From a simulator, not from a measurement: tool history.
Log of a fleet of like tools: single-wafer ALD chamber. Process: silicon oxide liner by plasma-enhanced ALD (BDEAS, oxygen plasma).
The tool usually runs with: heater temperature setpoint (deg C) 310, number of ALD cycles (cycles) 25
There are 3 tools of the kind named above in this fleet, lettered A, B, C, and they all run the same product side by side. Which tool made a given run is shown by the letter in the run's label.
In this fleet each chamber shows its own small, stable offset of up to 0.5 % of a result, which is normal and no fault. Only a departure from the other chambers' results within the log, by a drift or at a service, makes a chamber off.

| run | hour | heater temperature setpoint (deg C) | number of ALD cycles (cycles) | hours since the last thermocouple change | read-back reference wafer on the same gauge, thickness_nm | mean film thickness on the monitor wafer (angstrom) |
|---|---|---|---|---|---|---|
| 1C | 13.2 | 310 | 25 | 283.6 | 2.7203 | 22.884 |
| 2B | 26.8 | 310 | 25 | 1100.4 | 2.7203 | 23.035 |
| 3A | 37.1 | 310 | 25 | 1091.4 | 2.7216 | 22.899 |
| 4B | 49.3 | 310 | 25 | 1122.9 | 2.7217 | 23.021 |
| 5A | 59.7 | 310 | 25 | 1114 | 2.7217 | 22.919 |
| 6C | 71.6 | 310 | 25 | 342 | 2.7222 | 22.87 |
| 7B | 82.9 | 319 | 22 | 1156.5 | 2.7235 | 20.023 |
| 8A | 91.4 | 319 | 22 | 1145.7 | 2.7233 | 19.896 |
| 9C | 99.2 | 319 | 22 | 369.6 | 2.7222 | 19.848 |
| 10A | 109.9 | 310 | 20 | 1164.2 | 2.7239 | 18.36 |
| 11C | 119.9 | 310 | 20 | 390.3 | 2.7231 | 18.316 |
| 12B | 129.6 | 310 | 20 | 1203.2 | 2.7241 | 18.458 |
| 13C | 138.9 | 310 | 25 | 409.3 | 2.7248 | 22.93 |
| 14B | 149.1 | 323 | 23 | 1222.7 | 2.7242 | 20.834 |
| 15A | 158.5 | 323 | 23 | 1212.8 | 2.7253 | 20.785 |
| 16A | 172 | 323 | 23 | 1226.3 | 2.7252 | 20.734 |
| 17B | 182.7 | 310 | 25 | 1256.3 | 2.7254 | 23.062 |
| 18C | 195.8 | 310 | 25 | 466.2 | 2.7271 | 22.935 |
| 19B | 208.4 | 310 | 25 | 1282 | 2.7261 | 23.043 |
| 20A | 215.9 | 300 | 23 | 1270.2 | 2.7268 | 21.412 |
| 21C | 228.4 | 300 | 23 | 498.8 | 2.7273 | 21.376 |
| 22A | 237.7 | 300 | 23 | 1292 | 2.7274 | 21.423 |
| 23B | 247.1 | 310 | 25 | 1320.7 | 2.7275 | 23.1 |
| 24C | 254.8 | 310 | 25 | 525.2 | 2.7287 | 22.945 |
| 25C | 264.7 | 310 | 25 | 535.1 | 2.7287 | 22.892 |
| 26A | 273.2 | 302 | 29 | 1327.5 | 2.7285 | 26.927 |
| 27B | 285.6 | 302 | 29 | 1359.2 | 2.7291 | 27.081 |
| 28C | 292.7 | 302 | 29 | 563.1 | 2.7302 | 26.906 |
| 29A | 299.3 | 310 | 25 | 1353.6 | 2.7299 | 22.915 |
| 30B | 309.2 | 310 | 25 | 1382.8 | 2.7305 | 23.13 |
| 31C | 322 | 310 | 25 | 592.4 | 2.7295 | 22.952 |
| 32A | 330.2 | 310 | 25 | 1384.5 | 2.7315 | 23.021 |
| 33B | 339.6 | 296 | 22 | 1413.2 | 2.7312 | 20.869 |
| 34B | 351 | 296 | 22 | 1424.6 | 2.7317 | 20.916 |
| 35C | 362.4 | 296 | 22 | 632.8 | 2.7312 | 20.793 |
| 36A | 374.4 | 310 | 25 | 1428.7 | 2.7322 | 23.035 |
| 37C | 384.8 | 310 | 25 | 655.2 | 2.7325 | 22.996 |
| 38B | 393.7 | 310 | 25 | 1467.3 | 2.7316 | 23.129 |
| 39A | 402.5 | 310 | 25 | 1456.8 | 2.7328 | 23.055 |
| 40C | 412.9 | 316 | 22 | 683.3 | 2.7333 | 20.096 |
| 41B | 426.5 | 316 | 22 | 1500.1 | 2.7344 | 20.162 |

Read the log: is a single chamber off, either drifting away or since a service, is the gauge that measures every chamber drifting, or is nothing wrong beyond small per-chamber offsets? Name any odd chamber and what most likely caused it.

Every chamber seems to shift together because the gauge that measures them all drifts; the chambers themselves are fine.
Most likely cause: gauge reads high (%) = 0.507.
